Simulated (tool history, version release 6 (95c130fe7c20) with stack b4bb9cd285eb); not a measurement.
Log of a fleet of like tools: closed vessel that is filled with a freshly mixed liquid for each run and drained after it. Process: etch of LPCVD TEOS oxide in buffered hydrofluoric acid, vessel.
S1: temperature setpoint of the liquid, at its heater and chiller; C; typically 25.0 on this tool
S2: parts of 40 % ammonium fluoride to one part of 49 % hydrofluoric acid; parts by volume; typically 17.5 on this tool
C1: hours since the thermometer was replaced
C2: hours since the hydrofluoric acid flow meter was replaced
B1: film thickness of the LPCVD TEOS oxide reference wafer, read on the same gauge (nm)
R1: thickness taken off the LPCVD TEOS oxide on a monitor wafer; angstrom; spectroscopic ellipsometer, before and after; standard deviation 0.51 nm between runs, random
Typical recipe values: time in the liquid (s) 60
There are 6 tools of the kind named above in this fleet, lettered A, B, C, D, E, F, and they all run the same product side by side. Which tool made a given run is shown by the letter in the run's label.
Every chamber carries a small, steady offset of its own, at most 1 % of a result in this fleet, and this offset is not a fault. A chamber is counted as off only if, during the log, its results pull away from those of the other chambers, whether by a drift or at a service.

run 1C hour=6.1 | S1=25.0 S2=17.5 time_in_the_liquid_(s)=60 | C1=180.8 C2=1711.6 | B1=39.992 | R1=789.12
run 2A hour=10.8 | S1=25.0 S2=17.5 time_in_the_liquid_(s)=60 | C1=859.0 C2=266.2 | B1=40.006 | R1=809.55
run 3D hour=17.5 | S1=25.0 S2=17.5 time_in_the_liquid_(s)=60 | C1=89.7 C2=759.0 | B1=40.014 | R1=804.06
run 4E hour=23.7 | S1=25.0 S2=17.5 time_in_the_liquid_(s)=60 | C1=826.0 C2=300.8 | B1=39.987 | R1=808.50
run 5B hour=29.2 | S1=25.0 S2=17.5 time_in_the_liquid_(s)=60 | C1=2494.9 C2=1540.4 | B1=40.000 | R1=799.60
run 6F hour=36.4 | S1=25.0 S2=17.5 time_in_the_liquid_(s)=60 | C1=1211.3 C2=392.5 | B1=40.003 | R1=785.87
run 7D hour=43.5 | S1=25.0 S2=17.5 time_in_the_liquid_(s)=60 | C1=115.7 C2=785.0 | B1=40.009 | R1=792.36
run 8B hour=48.0 | S1=25.0 S2=17.5 time_in_the_liquid_(s)=60 | C1=2513.7 C2=1559.2 | B1=39.997 | R1=786.84
-- hour=49.3 chamber A: thermometer replaced
run 9F hour=52.2 | S1=25.0 S2=17.5 time_in_the_liquid_(s)=60 | C1=1227.1 C2=408.3 | B1=39.998 | R1=792.38
run 10A hour=56.7 | S1=25.0 S2=17.5 time_in_the_liquid_(s)=60 | C1=7.4 C2=312.1 | B1=40.016 | R1=798.77
run 11C hour=61.5 | S1=25.0 S2=17.5 time_in_the_liquid_(s)=60 | C1=236.2 C2=1767.0 | B1=39.995 | R1=794.71
run 12E hour=68.0 | S1=25.0 S2=17.5 time_in_the_liquid_(s)=60 | C1=870.3 C2=345.1 | B1=40.003 | R1=802.87
run 13A hour=72.6 | S1=25.0 S2=17.5 time_in_the_liquid_(s)=60 | C1=23.3 C2=328.0 | B1=39.987 | R1=811.69
-- hour=74.0 chamber B: thermometer replaced
run 14D hour=78.0 | S1=25.0 S2=17.5 time_in_the_liquid_(s)=60 | C1=150.2 C2=819.5 | B1=39.998 | R1=801.15
run 15F hour=82.6 | S1=25.0 S2=17.5 time_in_the_liquid_(s)=60 | C1=1257.5 C2=438.7 | B1=40.020 | R1=804.22
run 16B hour=87.0 | S1=25.0 S2=17.5 time_in_the_liquid_(s)=60 | C1=13.1 C2=1598.2 | B1=40.005 | R1=788.11
run 17C hour=94.1 | S1=25.0 S2=17.5 time_in_the_liquid_(s)=60 | C1=268.8 C2=1799.6 | B1=39.999 | R1=787.48
run 18E hour=97.5 | S1=25.0 S2=22.0 time_in_the_liquid_(s)=60 | C1=899.8 C2=374.6 | B1=40.011 | R1=658.48
run 19F hour=102.6 | S1=25.0 S2=22.0 time_in_the_liquid_(s)=60 | C1=1277.5 C2=458.7 | B1=40.030 | R1=669.09
run 20C hour=106.3 | S1=25.0 S2=22.0 time_in_the_liquid_(s)=60 | C1=281.0 C2=1811.8 | B1=40.045 | R1=648.24
run 21D hour=110.7 | S1=25.0 S2=22.0 time_in_the_liquid_(s)=60 | C1=182.9 C2=852.2 | B1=40.018 | R1=652.08
run 22A hour=117.1 | S1=25.0 S2=22.0 time_in_the_liquid_(s)=60 | C1=67.8 C2=372.5 | B1=39.995 | R1=665.91
run 23B hour=121.9 | S1=25.0 S2=22.0 time_in_the_liquid_(s)=60 | C1=48.0 C2=1633.1 | B1=40.003 | R1=651.77
run 24E hour=128.8 | S1=25.0 S2=17.5 time_in_the_liquid_(s)=60 | C1=931.1 C2=405.9 | B1=39.957 | R1=788.40
run 25B hour=136.1 | S1=25.0 S2=17.5 time_in_the_liquid_(s)=60 | C1=62.2 C2=1647.3 | B1=40.013 | R1=796.66
run 26F hour=142.6 | S1=25.0 S2=17.5 time_in_the_liquid_(s)=60 | C1=1317.5 C2=498.7 | B1=40.013 | R1=829.83
run 27D hour=148.0 | S1=25.0 S2=17.5 time_in_the_liquid_(s)=60 | C1=220.2 C2=889.5 | B1=40.023 | R1=793.96
run 28A hour=153.6 | S1=25.0 S2=17.5 time_in_the_liquid_(s)=60 | C1=104.3 C2=409.0 | B1=40.021 | R1=804.54
run 29E hour=157.4 | S1=25.0 S2=17.5 time_in_the_liquid_(s)=60 | C1=959.7 C2=434.5 | B1=40.005 | R1=793.75
run 30C hour=163.9 | S1=25.0 S2=17.5 time_in_the_liquid_(s)=60 | C1=338.6 C2=1869.4 | B1=39.989 | R1=788.72
run 31D hour=168.8 | S1=25.0 S2=17.5 time_in_the_liquid_(s)=60 | C1=241.0 C2=910.3 | B1=40.005 | R1=791.89
run 32F hour=176.0 | S1=25.0 S2=17.5 time_in_the_liquid_(s)=60 | C1=1350.9 C2=532.1 | B1=40.017 | R1=840.08
run 33C hour=179.7 | S1=25.0 S2=17.5 time_in_the_liquid_(s)=60 | C1=354.4 C2=1885.2 | B1=40.024 | R1=788.80
run 34B hour=185.7 | S1=25.0 S2=17.5 time_in_the_liquid_(s)=60 | C1=111.8 C2=1696.9 | B1=39.998 | R1=796.35
run 35E hour=192.3 | S1=25.0 S2=12.5 time_in_the_liquid_(s)=60 | C1=994.6 C2=469.4 | B1=40.020 | R1=1111.40
run 36A hour=197.8 | S1=25.0 S2=12.5 time_in_the_liquid_(s)=60 | C1=148.5 C2=453.2 | B1=39.982 | R1=1112.10
run 37D hour=201.9 | S1=25.0 S2=12.5 time_in_the_liquid_(s)=60 | C1=274.1 C2=943.4 | B1=39.980 | R1=1108.40
-- hour=206.9 chamber E: thermometer replaced
run 38E hour=208.9 | S1=25.0 S2=12.5 time_in_the_liquid_(s)=60 | C1=2.0 C2=486.0 | B1=40.012 | R1=1109.90
run 39F hour=215.9 | S1=25.0 S2=12.5 time_in_the_liquid_(s)=60 | C1=1390.8 C2=572.0 | B1=40.000 | R1=1184.20
run 40C hour=220.3 | S1=25.0 S2=12.5 time_in_the_liquid_(s)=60 | C1=395.0 C2=1925.8 | B1=40.006 | R1=1097.20
run 41B hour=225.5 | S1=25.0 S2=17.5 time_in_the_liquid_(s)=60 | C1=151.6 C2=1736.7 | B1=39.987 | R1=787.14
run 42A hour=231.6 | S1=28.5 S2=17.5 time_in_the_liquid_(s)=45 | C1=182.3 C2=487.0 | B1=39.996 | R1=736.33
run 43C hour=236.6 | S1=28.5 S2=17.5 time_in_the_liquid_(s)=45 | C1=411.3 C2=1942.1 | B1=40.009 | R1=719.37
run 44E hour=243.9 | S1=28.5 S2=17.5 time_in_the_liquid_(s)=45 | C1=37.0 C2=521.0 | B1=40.024 | R1=728.24

Next, all 6 chambers run the settings below, one line each with question marks for the results. What does each chamber give?
run 45A hour=249.2 | S1=25.0 S2=24.0 time_in_the_liquid_(s)=60 | R1=?
run 45B hour=249.2 | S1=25.0 S2=24.0 time_in_the_liquid_(s)=60 | R1=?
run 45C hour=249.2 | S1=25.0 S2=24.0 time_in_the_liquid_(s)=60 | R1=?
run 45D hour=249.2 | S1=25.0 S2=24.0 time_in_the_liquid_(s)=60 | R1=?
run 45E hour=249.2 | S1=25.0 S2=24.0 time_in_the_liquid_(s)=60 | R1=?
run 45F hour=249.2 | S1=25.0 S2=24.0 time_in_the_liquid_(s)=60 | R1=?

run=45A R1=621.30
run=45B R1=614.89
run=45C R1=611.98
run=45D R1=617.68
run=45E R1=616.44
run=45F R1=666.56

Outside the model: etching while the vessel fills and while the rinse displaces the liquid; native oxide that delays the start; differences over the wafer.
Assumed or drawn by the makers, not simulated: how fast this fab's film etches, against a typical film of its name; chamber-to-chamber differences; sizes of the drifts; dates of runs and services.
